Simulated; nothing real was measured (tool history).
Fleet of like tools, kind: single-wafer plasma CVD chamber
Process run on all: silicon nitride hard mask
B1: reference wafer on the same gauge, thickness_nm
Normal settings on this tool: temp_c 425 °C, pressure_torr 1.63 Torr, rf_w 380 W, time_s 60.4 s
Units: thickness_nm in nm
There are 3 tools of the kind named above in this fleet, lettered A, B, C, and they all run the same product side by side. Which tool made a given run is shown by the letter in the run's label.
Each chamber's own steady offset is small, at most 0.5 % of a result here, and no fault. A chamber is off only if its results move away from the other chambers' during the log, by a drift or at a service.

Run 1A, hour 8.0: usual settings; B1 70.577. Result: thickness_nm 80.243 nm.
Run 2B, hour 17.3: usual settings; B1 70.580. Result: thickness_nm 80.518 nm.
Run 3C, hour 23.7: usual settings; B1 70.541. Result: thickness_nm 80.514 nm.
Run 4C, hour 28.6: usual settings; B1 70.553. Result: thickness_nm 80.521 nm.
Run 5B, hour 37.1: usual settings; B1 70.522. Result: thickness_nm 80.358 nm.
Run 6A, hour 44.2: usual settings; B1 70.503. Result: thickness_nm 80.343 nm.
Run 7C, hour 52.1: usual settings; B1 70.533. Result: thickness_nm 80.402 nm.
At hour 60.2: chamber B: capacitance manometer re-zeroed and calibrated.
Run 8B, hour 60.3: usual settings but temp_c 435 °C, rf_w 315 W; B1 70.491. Result: thickness_nm 70.849 nm.
Run 9A, hour 66.9: usual settings but temp_c 435 °C, rf_w 315 W; B1 70.490. Result: thickness_nm 71.164 nm.
Run 10B, hour 72.2: usual settings but temp_c 435 °C, rf_w 315 W; B1 70.489. Result: thickness_nm 70.836 nm.
Run 11A, hour 81.6: usual settings; B1 70.462. Result: thickness_nm 80.270 nm.
Run 12C, hour 86.6: usual settings; B1 70.452. Result: thickness_nm 80.184 nm.
Run 13A, hour 95.5: usual settings; B1 70.432. Result: thickness_nm 79.996 nm.
Run 14B, hour 102.7: usual settings; B1 70.444. Result: thickness_nm 80.546 nm.
Run 15C, hour 107.8: usual settings; B1 70.426. Result: thickness_nm 80.296 nm.
Run 16B, hour 114.7: usual settings; B1 70.399. Result: thickness_nm 80.373 nm.
Run 17C, hour 121.1: usual settings; B1 70.396. Result: thickness_nm 80.260 nm.
Run 18A, hour 128.9: usual settings; B1 70.385. Result: thickness_nm 80.167 nm.
Run 19A, hour 139.6: usual settings but time_s 65.1 s; B1 70.371. Result: thickness_nm 86.422 nm.
Run 20C, hour 148.1: usual settings but time_s 65.1 s; B1 70.336. Result: thickness_nm 86.524 nm.
Run 21B, hour 157.2: usual settings but time_s 65.1 s; B1 70.346. Result: thickness_nm 86.321 nm.
Run 22B, hour 162.4: usual settings but pressure_torr 2.02 Torr, rf_w 320 W; B1 70.312. Result: thickness_nm 76.387 nm.
Run 23A, hour 168.2: usual settings but pressure_torr 2.02 Torr, rf_w 320 W; B1 70.306. Result: thickness_nm 76.336 nm.
Run 24C, hour 178.8: usual settings but pressure_torr 2.02 Torr, rf_w 320 W; B1 70.311. Result: thickness_nm 76.193 nm.
Run 25A, hour 187.5: usual settings; B1 70.311. Result: thickness_nm 80.196 nm.
Run 26B, hour 198.3: usual settings; B1 70.273. Result: thickness_nm 80.137 nm.
Run 27C, hour 208.6: usual settings; B1 70.244. Result: thickness_nm 80.051 nm.
Run 28C, hour 219.6: usual settings; B1 70.239. Result: thickness_nm 80.030 nm.
Run 29A, hour 229.0: usual settings; B1 70.202. Result: thickness_nm 79.734 nm.
Run 30B, hour 239.8: usual settings but temp_c 432 °C, pressure_torr 1.90 Torr; B1 70.196. Result: thickness_nm 83.177 nm.
Run 31B, hour 251.1: usual settings but temp_c 432 °C, pressure_torr 1.90 Torr; B1 70.167. Result: thickness_nm 83.391 nm.
Run 32C, hour 261.6: usual settings but temp_c 432 °C, pressure_torr 1.90 Torr; B1 70.153. Result: thickness_nm 83.424 nm.

For the next run the whole fleet of 3 chambers uses the same settings. Give each chamber's results:
Run 33A, hour 269.7: usual settings. Result: thickness_nm ?.
Run 33B, hour 269.7: usual settings. Result: thickness_nm ?.
Run 33C, hour 269.7: usual settings. Result: thickness_nm ?.

run  thickness_nm
33A        79.886
33B        80.026
33C        80.240
